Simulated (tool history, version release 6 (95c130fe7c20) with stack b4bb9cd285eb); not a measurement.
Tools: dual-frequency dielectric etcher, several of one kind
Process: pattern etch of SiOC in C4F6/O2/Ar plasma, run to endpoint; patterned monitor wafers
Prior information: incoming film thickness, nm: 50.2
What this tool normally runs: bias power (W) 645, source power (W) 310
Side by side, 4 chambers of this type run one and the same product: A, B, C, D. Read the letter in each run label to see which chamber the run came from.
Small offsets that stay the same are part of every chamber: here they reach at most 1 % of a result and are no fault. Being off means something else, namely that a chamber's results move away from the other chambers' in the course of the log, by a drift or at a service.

run,hour,bias power (W),source power (W),hours since the last wet clean,hours since the last bias power generator calibration,hours since the last source power generator calibration,endpoint time (s)
1D,4,645,310,130,1140.5,1267,16.856
2C,7,645,310,312.3,485.4,3628.6,16.742
3B,12.5,645,310,262.5,3677.5,2383.5,16.701
4A,15.1,645,310,401.2,3301.2,1315.7,16.843
5A,18.2,645,310,404.3,3304.3,1318.8,17.054
6B,21.6,645,340,271.6,3686.6,2392.6,16.149
7D,27.4,645,340,153.4,1163.9,1290.4,16.527
8C,30.1,645,340,335.4,508.5,3651.7,16.172
9A,34.8,645,340,420.9,3320.9,1335.4,16.517
10C,38.8,645,310,344.1,517.2,3660.4,16.868
11D,42.2,645,310,168.2,1178.7,1305.2,17.172
12B,46.3,645,310,296.3,3711.3,2417.3,16.892
13C,50.6,645,310,355.9,529,3672.2,16.913
14A,56.4,645,310,442.5,3342.5,1357,16.82
15B,61.9,645,310,311.9,3726.9,2432.9,16.713
16D,66.9,645,310,192.9,1203.4,1329.9,17.45
17C,70.9,645,310,376.2,549.3,3692.5,16.728
18D,75.5,645,310,201.5,1212,1338.5,17.316
19B,78.5,645,310,328.5,3743.5,2449.5,16.759
20A,81.8,645,310,467.9,3367.9,1382.4,17.084
21A,84.5,645,310,470.6,3370.6,1385.1,17.23
# hour 85.6: chamber C: wet clean of the chamber
22D,90.2,645,310,216.2,1226.7,1353.2,17.442
23C,94.2,769,340,8.7,572.6,3715.8,15.166
24B,98.4,769,340,348.4,3763.4,2469.4,15.239
25C,104,769,340,18.5,582.4,3725.6,15.042
26B,107.6,769,340,357.6,3772.6,2478.6,15.143
# hour 108: chamber A: wet clean of the chamber
27D,113,499,270,239,1249.5,1376,20.512
28A,116.4,499,270,8.4,3402.5,1417,19.64
29B,119.7,499,270,369.7,3784.7,2490.7,19.471
30A,124.6,499,270,16.6,3410.7,1425.2,19.822

Is one chamber off against the others, does the gauge drift, or is nothing wrong? If a chamber is off, say which, and what the likeliest cause is.

It is chamber D that slowly wanders off from its peers.
Cause: etch rate under this chamber's usual, % = 4.99.

Which of the 4 candidates below, each the usual settings with something changed and its results left as question marks, puts chamber D back in line with what the other chambers give on the usual settings?
Maximum distance from the other chambers' mean on the usual settings for a result to count as in line: endpoint time (s) 0.38
31D-1,128.9,559,270,,,,?
31D-2,128.9,599,290,,,,?
31D-3,128.9,742,360,,,,?
31D-4,128.9,691,330,,,,?

What the other chambers average on the usual settings: endpoint time (s) 16.845
run,endpoint time (s)
31D-1,19.808
31D-2,18.779
31D-3,15.944
31D-4,16.931
31D-4 is the one that brings the chamber's results back in line with the other chambers.

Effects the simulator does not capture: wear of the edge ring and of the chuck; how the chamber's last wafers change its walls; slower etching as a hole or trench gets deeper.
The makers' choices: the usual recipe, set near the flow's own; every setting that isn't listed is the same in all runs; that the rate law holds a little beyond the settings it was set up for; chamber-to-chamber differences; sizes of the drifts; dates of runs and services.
